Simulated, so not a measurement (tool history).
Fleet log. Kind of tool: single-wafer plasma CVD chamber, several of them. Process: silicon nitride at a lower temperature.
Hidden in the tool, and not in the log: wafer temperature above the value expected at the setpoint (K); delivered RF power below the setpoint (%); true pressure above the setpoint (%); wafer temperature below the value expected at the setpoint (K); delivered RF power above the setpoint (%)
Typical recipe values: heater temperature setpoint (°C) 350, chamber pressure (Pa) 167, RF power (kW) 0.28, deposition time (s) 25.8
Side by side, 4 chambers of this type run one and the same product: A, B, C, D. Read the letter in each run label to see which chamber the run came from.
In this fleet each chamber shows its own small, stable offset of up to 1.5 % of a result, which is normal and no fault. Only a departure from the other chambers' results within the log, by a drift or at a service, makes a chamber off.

run     day  heater temperature setpoint (°C)  chamber pressure (Pa)  RF power (kW)  deposition time (s)  hours since the last thermocouple change  hours since the last RF generator calibration  hours since the last manometer calibration  read-back reference wafer on the same gauge, thickness_nm  mean film thickness on the monitor wafer (angstrom)
 1D   0.275                               350                    167           0.28                 25.8                                       702                                          915.7                                       641.1                                                     27.297                                               267.11
 2B   0.621                               350                    167           0.28                 25.8                                    2377.2                                          669.8                                      1011.9                                                     27.301                                               268.51
 3C   0.842                               350                    167           0.28                 25.8                                    1704.3                                          825.8                                      1229.8                                                     27.287                                               273.21
 4A   1.096                               350                    167           0.28                 25.8                                     687.1                                          651.7                                      1611.9                                                     27.295                                               268.24
      1.225  -- chamber A: capacitance manometer re-zeroed and calibrated
 5A    1.35                               350                    167           0.28                 25.8                                     693.2                                          657.8                                         3.1                                                     27.275                                               268.26
 6D   1.583                               350                    167           0.28                 25.8                                     733.4                                          947.1                                       672.5                                                      27.28                                               267.84
 7C   1.896                               350                    167           0.28                 25.8                                    1729.6                                          851.1                                      1255.1                                                     27.274                                               272.93
 8B   2.208                               350                    167           0.28                 25.8                                    2415.3                                          707.9                                        1050                                                     27.278                                               267.84
 9C   2.525                               350                    167           0.28                 25.8                                    1744.7                                          866.2                                      1270.2                                                     27.273                                               272.77
10B   2.862                               350                    167           0.28                 25.8                                      2431                                          723.6                                      1065.7                                                     27.272                                               268.23
11A    3.25                               350                    167           0.28                 25.8                                     738.8                                          703.4                                        48.7                                                     27.261                                               268.33
12D   3.504                               358                    181           0.28                 25.8                                     779.5                                          993.2                                       718.6                                                     27.265                                               273.45
13D   3.792                               358                    181           0.28                 25.8                                     786.4                                         1000.1                                       725.5                                                     27.265                                               273.09
14A   4.088                               358                    181           0.28                 25.8                                     758.9                                          723.5                                        68.8                                                      27.26                                                274.2
15C   4.342                               358                    181           0.28                 25.8                                    1788.3                                          909.8                                      1313.8                                                     27.256                                               279.42
16B   4.779                               350                    167           0.28                 25.8                                      2477                                          769.6                                      1111.7                                                     27.262                                               267.45
17B   5.071                               350                    167           0.28                 25.8                                      2484                                          776.6                                      1118.7                                                      27.25                                               268.63
18C   5.442                               350                    167           0.28                 25.8                                    1814.7                                          936.2                                      1340.2                                                      27.25                                               272.76
19A   5.662                               350                    167           0.28                 25.8                                     796.7                                          761.3                                       106.6                                                     27.243                                               268.11
20D   6.017                               350                    167           0.28                 25.8                                     839.8                                         1053.5                                       778.9                                                     27.235                                               267.35
21D   6.283                               350                    167           0.28                 25.8                                     846.2                                         1059.9                                       785.3                                                     27.238                                               267.61
22A   6.629                               350                    167           0.28                 25.8                                     819.9                                          784.5                                       129.8                                                     27.241                                               267.88
23C   6.912                               350                    167           0.28                 25.8                                      1850                                          971.5                                      1375.5                                                     27.236                                               272.47
24B   7.138                               350                    183           0.28                 25.8                                    2533.6                                          826.2                                      1168.3                                                     27.243                                               274.46
25D   7.354                               350                    183           0.28                 25.8                                     871.9                                         1085.6                                         811                                                     27.229                                               274.09
26A     7.8                               350                    183           0.28                 25.8                                       848                                          812.6                                       157.9                                                     27.216                                               275.42
27B   8.029                               350                    183           0.28                 25.8                                      2555                                          847.6                                      1189.7                                                     27.232                                               275.25
28C     8.5                               350                    167           0.28                 25.8                                    1888.1                                         1009.6                                      1413.6                                                     27.219                                               272.72
      8.571  -- chamber D: RF generator calibrated
      8.658  -- chamber B: capacitance manometer re-zeroed and calibrated
      8.708  -- chamber A: RF generator calibrated
29C   8.742                               350                    167           0.28                 25.8                                    1893.9                                         1015.4                                      1419.4                                                     27.213                                               272.47
30A   9.083                               350                    167           0.28                 25.8                                     878.8                                            9.1                                       188.7                                                     27.206                                               267.86
31D   9.429                               350                    167           0.28                 25.8                                     921.7                                           20.6                                       860.8                                                     27.218                                               266.59
32B   9.746                               365                    167           0.24                 25.8                                    2596.2                                          888.8                                        26.1                                                     27.194                                               239.41
33B  10.108                               365                    167           0.24                 25.8                                    2604.9                                          897.5                                        34.8                                                       27.2                                                239.4
34A  10.338                               365                    167           0.24                 25.8                                     908.9                                           39.2                                       218.8                                                     27.199                                               239.28
35D    10.7                               365                    167           0.24                 25.8                                     952.2                                           51.1                                       891.3                                                     27.197                                                237.2
36C  11.033                               350                    167           0.28                 25.8                                    1948.9                                         1070.4                                      1474.4                                                     27.195                                                272.4
37A   11.45                               350                    167           0.28                 25.8                                     935.6                                           65.9                                       245.5                                                     27.192                                               267.46
38B  11.733                               350                    167           0.28                 25.8                                    2643.9                                          936.5                                        73.8                                                     27.187                                               267.51
39D  12.188                               350                    167           0.28                 25.8                                     987.9                                           86.8                                         927                                                      27.18                                               266.63
40C  12.596                               350                    167           0.28                 25.8                                    1986.4                                         1107.9                                      1511.9                                                     27.182                                               272.22
41D  12.804                               350                    167           0.28                 25.8                                    1002.7                                          101.6                                       941.8                                                     27.177                                                266.8
42C  13.096                               350                    167           0.28                 25.8                                    1998.4                                         1119.9                                      1523.9                                                      27.18                                               271.74

Next, all 4 chambers run the settings below, one line each with question marks for the results. What does each chamber give?
43A  13.438                               350                    167           0.28                 25.8                                                                                                                                                                                                                                                    ?
43B  13.438                               350                    167           0.28                 25.8                                                                                                                                                                                                                                                    ?
43C  13.438                               350                    167           0.28                 25.8                                                                                                                                                                                                                                                    ?
43D  13.438                               350                    167           0.28                 25.8                                                                                                                                                                                                                                                    ?

run  mean film thickness on the monitor wafer (angstrom)
43A                                               267.56
43B                                               266.87
43C                                               271.83
43D                                               266.21

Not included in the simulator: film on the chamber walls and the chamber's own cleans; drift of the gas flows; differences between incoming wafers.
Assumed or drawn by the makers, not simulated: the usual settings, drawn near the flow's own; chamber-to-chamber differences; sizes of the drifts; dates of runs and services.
